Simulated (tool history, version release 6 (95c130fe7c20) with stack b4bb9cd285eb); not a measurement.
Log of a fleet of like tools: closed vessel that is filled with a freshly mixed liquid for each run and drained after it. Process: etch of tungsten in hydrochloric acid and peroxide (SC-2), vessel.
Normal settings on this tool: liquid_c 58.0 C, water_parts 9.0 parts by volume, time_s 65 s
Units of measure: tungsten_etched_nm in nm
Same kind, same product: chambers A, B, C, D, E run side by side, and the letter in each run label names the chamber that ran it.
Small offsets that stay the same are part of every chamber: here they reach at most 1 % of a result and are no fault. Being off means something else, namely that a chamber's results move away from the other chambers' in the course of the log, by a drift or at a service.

run	hour	liquid_c	water_parts	time_s	read-back film thickness of the tungsten reference wafer, read on the same gauge (nm)	tungsten_etched_nm
1A	10.4	58.0	9.0	65	139.96	38.991
2C	18.3	58.0	9.0	65	140.02	39.087
3D	31.9	58.0	9.0	65	140.01	39.032
4B	41.4	58.0	9.0	65	139.95	39.345
# hour 50.3: chamber C: thermometer replaced
5E	56.4	58.0	9.0	65	140.02	38.938
# hour 58.7: chamber E: chemicals flow meter replaced
6E	66.5	58.0	9.0	65	140.02	37.940
7A	75.0	58.0	9.0	65	140.00	38.840
8B	85.8	58.0	9.0	65	140.04	38.664
9C	99.2	58.0	9.0	65	140.00	39.239
10D	109.0	58.0	9.0	65	140.04	39.270
11D	124.8	64.0	6.5	65	140.00	72.719
# hour 129.4: chamber E: new drum of peroxide connected
# hour 134.3: chamber B: new drum of peroxide connected
12E	136.6	64.0	6.5	65	139.98	72.610
13C	145.1	64.0	6.5	65	139.98	73.200
14A	156.2	64.0	6.5	65	140.01	73.649
15B	167.3	64.0	6.5	65	139.99	73.104
16A	182.4	58.0	9.0	65	140.00	39.071
# hour 188.9: chamber C: chemicals flow meter replaced
17E	192.9	58.0	9.0	65	139.98	38.381
18C	206.4	58.0	9.0	65	139.97	39.109
19D	216.4	58.0	9.0	65	139.98	38.872
# hour 221.6: chamber B: chemicals flow meter replaced
20B	226.3	58.0	9.0	65	139.97	38.705
21A	238.0	58.0	9.0	65	140.00	38.781
22D	250.1	58.0	9.0	65	140.08	39.296
23C	258.6	58.0	7.0	65	140.02	47.644
24E	267.3	58.0	7.0	65	140.01	47.107
25B	277.0	58.0	7.0	65	139.97	47.023
# hour 291.1: chamber B: thermometer replaced
26E	291.5	58.0	7.0	65	140.00	46.851
27D	304.6	58.0	7.0	65	139.98	47.596
28B	318.0	58.0	9.0	65	139.97	38.693
29C	328.0	58.0	9.0	65	139.99	38.517
30A	335.0	58.0	9.0	65	140.03	39.095
# hour 335.1: chamber D: thermometer replaced
31A	341.9	58.0	9.0	65	140.01	39.005
32C	349.3	58.0	9.0	65	140.04	39.320
33E	362.7	58.0	9.0	65	139.96	38.732
34D	374.0	58.0	9.0	65	140.01	39.360
35B	381.6	58.0	9.0	65	139.99	39.160
36D	390.4	58.0	9.0	65	140.00	39.135
# hour 390.5: chamber A: new drum of peroxide connected
37E	404.3	58.0	9.0	65	139.98	38.696
38C	417.0	63.5	6.5	65	139.98	71.608
39B	431.9	63.5	6.5	65	139.98	71.002
40A	444.3	63.5	6.5	65	140.01	70.971
41C	451.3	63.5	6.5	65	140.00	70.771

Is one chamber off against the others, does the gauge drift, or is nothing wrong? If a chamber is off, say which, and what the likeliest cause is.

No chamber is off and the gauge is stable; the differences are just each chamber's small, constant offset.

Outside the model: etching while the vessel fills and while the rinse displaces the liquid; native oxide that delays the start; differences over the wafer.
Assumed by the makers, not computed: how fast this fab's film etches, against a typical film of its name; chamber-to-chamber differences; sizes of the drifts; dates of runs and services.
